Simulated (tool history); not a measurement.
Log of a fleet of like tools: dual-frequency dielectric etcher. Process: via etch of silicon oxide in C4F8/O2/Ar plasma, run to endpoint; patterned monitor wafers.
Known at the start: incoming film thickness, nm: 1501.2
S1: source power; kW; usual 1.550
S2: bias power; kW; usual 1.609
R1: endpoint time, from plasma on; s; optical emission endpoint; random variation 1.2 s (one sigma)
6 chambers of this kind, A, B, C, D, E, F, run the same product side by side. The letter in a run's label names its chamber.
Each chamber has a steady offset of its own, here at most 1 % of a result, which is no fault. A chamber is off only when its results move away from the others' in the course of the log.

run,hour,S1,S2,R1
1D,3.6,1.550,1.609,349.74
2F,6.1,1.550,1.609,349.74
# hour 10.2: chamber E: wet clean of the chamber
3A,10.8,1.550,1.609,351.46
4E,15.4,1.550,1.609,346.78
5C,18.1,1.550,1.609,350.99
6B,21.6,1.550,1.462,354.08
7C,26.3,1.550,1.462,361.47
8E,29.6,1.550,1.462,355.35
9D,33.8,1.550,1.462,361.59
# hour 34.4: chamber D: wet clean of the chamber
10F,38.8,1.550,1.462,359.56
11A,43.2,1.550,1.462,359.30
12B,47.6,1.550,1.609,346.49
13C,51.3,1.550,1.609,351.56
14D,55.0,1.550,1.609,349.90
15E,58.2,1.550,1.609,349.11
16B,61.9,1.550,1.609,349.98
17F,65.6,1.550,1.609,349.60
# hour 66.1: chamber F: wet clean of the chamber
18A,70.3,1.550,1.609,349.22
19E,74.0,1.550,1.609,350.97
20B,77.3,1.550,1.609,348.09
21F,81.7,1.550,1.609,350.78
# hour 85.2: chamber B: wet clean of the chamber
22A,86.0,1.550,1.609,351.63
23D,91.0,1.550,1.609,350.08
24C,93.7,1.550,1.609,349.96
25B,98.4,1.550,1.609,347.07
26E,101.8,1.550,1.609,347.60
27F,106.4,1.550,1.855,337.12
28A,110.1,1.550,1.855,335.46
29C,112.6,1.550,1.855,335.83
30D,115.2,1.550,1.855,336.74
31B,119.0,1.550,1.855,333.02
32F,123.0,1.550,1.855,335.97
33E,126.8,1.550,1.609,347.73
34C,131.4,1.550,1.609,348.75
35A,136.2,1.380,1.609,366.92
36D,140.3,1.380,1.609,365.88
37E,145.1,1.380,1.609,363.78
38A,148.8,1.380,1.609,364.94
39F,151.0,1.380,1.609,367.94
40D,154.0,1.380,1.609,367.51

What goes on in this fleet: one chamber off, a drifting gauge, or nothing beyond the chambers' own small offsets? Name the chamber and the cause, if any.

No chamber stands off beyond its own small offset, and the gauge holds steady.
